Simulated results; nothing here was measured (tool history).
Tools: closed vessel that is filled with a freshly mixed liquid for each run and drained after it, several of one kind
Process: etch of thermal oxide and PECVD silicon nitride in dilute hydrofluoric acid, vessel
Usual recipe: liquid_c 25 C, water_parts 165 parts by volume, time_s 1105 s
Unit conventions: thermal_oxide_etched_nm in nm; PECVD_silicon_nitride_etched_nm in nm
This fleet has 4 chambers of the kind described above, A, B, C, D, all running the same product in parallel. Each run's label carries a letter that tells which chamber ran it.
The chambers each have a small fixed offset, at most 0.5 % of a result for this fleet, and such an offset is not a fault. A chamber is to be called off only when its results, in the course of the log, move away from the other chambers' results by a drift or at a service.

run,hour,liquid_c,water_parts,time_s,"read-back film thickness of the thermal oxide reference wafer, read on the same gauge (nm)","read-back film thickness of the PECVD silicon nitride reference wafer, read on the same gauge (nm)",thermal_oxide_etched_nm,PECVD_silicon_nitride_etched_nm
1D,4.4,25,165,1105,80.006,109.96,29.76,12.282
2C,8.3,25,165,1105,79.99,110,30.498,12.227
3B,14.9,25,165,1105,80.003,109.96,29.436,12.204
4A,21.1,25,165,1105,79.987,110,30.199,12.217
5C,24.4,25,165,1105,80.011,110.01,29.826,12.034
6D,29.6,25,165,1105,79.997,110.02,30.318,12.276
7B,36.2,25,165,1105,80.004,110,30.748,12.487
8A,43.2,25,165,1105,79.999,109.95,30.433,12.381
9D,49,25,165,1105,80.018,110.02,30.295,12.159
10B,52.4,21,205,1105,80.005,110,19.867,7.6863
11C,57.1,21,205,1105,80.009,109.99,19.678,7.4848
12A,63.2,21,205,1105,80.008,109.97,20.472,7.8022
13B,69.6,21,205,1105,80.002,110.01,19.657,7.7171
14A,75.7,25,165,1105,79.996,109.99,30.924,12.452
15D,81.8,25,165,1105,80.004,109.99,30.16,12.116
16C,89.3,25,165,1105,80.006,109.97,29.774,12.011
17B,94.4,25,165,1105,80.002,110,30.556,12.225
18C,98.2,25,165,1105,80.001,109.99,30.4,12.064
19A,102.1,25,165,1105,80.018,110,31.587,12.776
20D,107.7,25,165,1105,79.979,109.98,29.859,12.337
21B,114.5,25,165,1105,79.985,109.99,29.659,12.297
# hour 114.7: chamber C: thermometer replaced
22A,121,25,165,1105,80.021,110.03,31.38,12.702
23D,127.8,25,165,1105,80.005,110,29.841,12.251
24C,134.1,22,165,700,80.001,110,16.771,6.3904
25C,138.7,22,165,700,79.987,109.98,16.963,6.3015
26D,143.3,22,165,700,80,110.01,16.994,6.346
27A,148.4,22,165,700,80.001,110,17.902,6.6708
28B,156,25,165,1105,80.007,109.99,30.232,12.374
29A,162.5,25,165,1105,80.004,109.99,32.025,12.858
30B,167.7,25,165,1105,79.986,110.05,29.687,12.178
# hour 168: chamber D: thermometer replaced
31D,174.6,25,165,1105,80.018,109.99,30.15,12.255

All 4 chambers run these settings next. Forecast each chamber's results:
32A,180,25,165,1105,,,?,?
32B,180,25,165,1105,,,?,?
32C,180,25,165,1105,,,?,?
32D,180,25,165,1105,,,?,?

run,thermal_oxide_etched_nm,PECVD_silicon_nitride_etched_nm
32A,32.43,13.118
32B,30.304,12.199
32C,30.275,12.048
32D,30.024,12.157
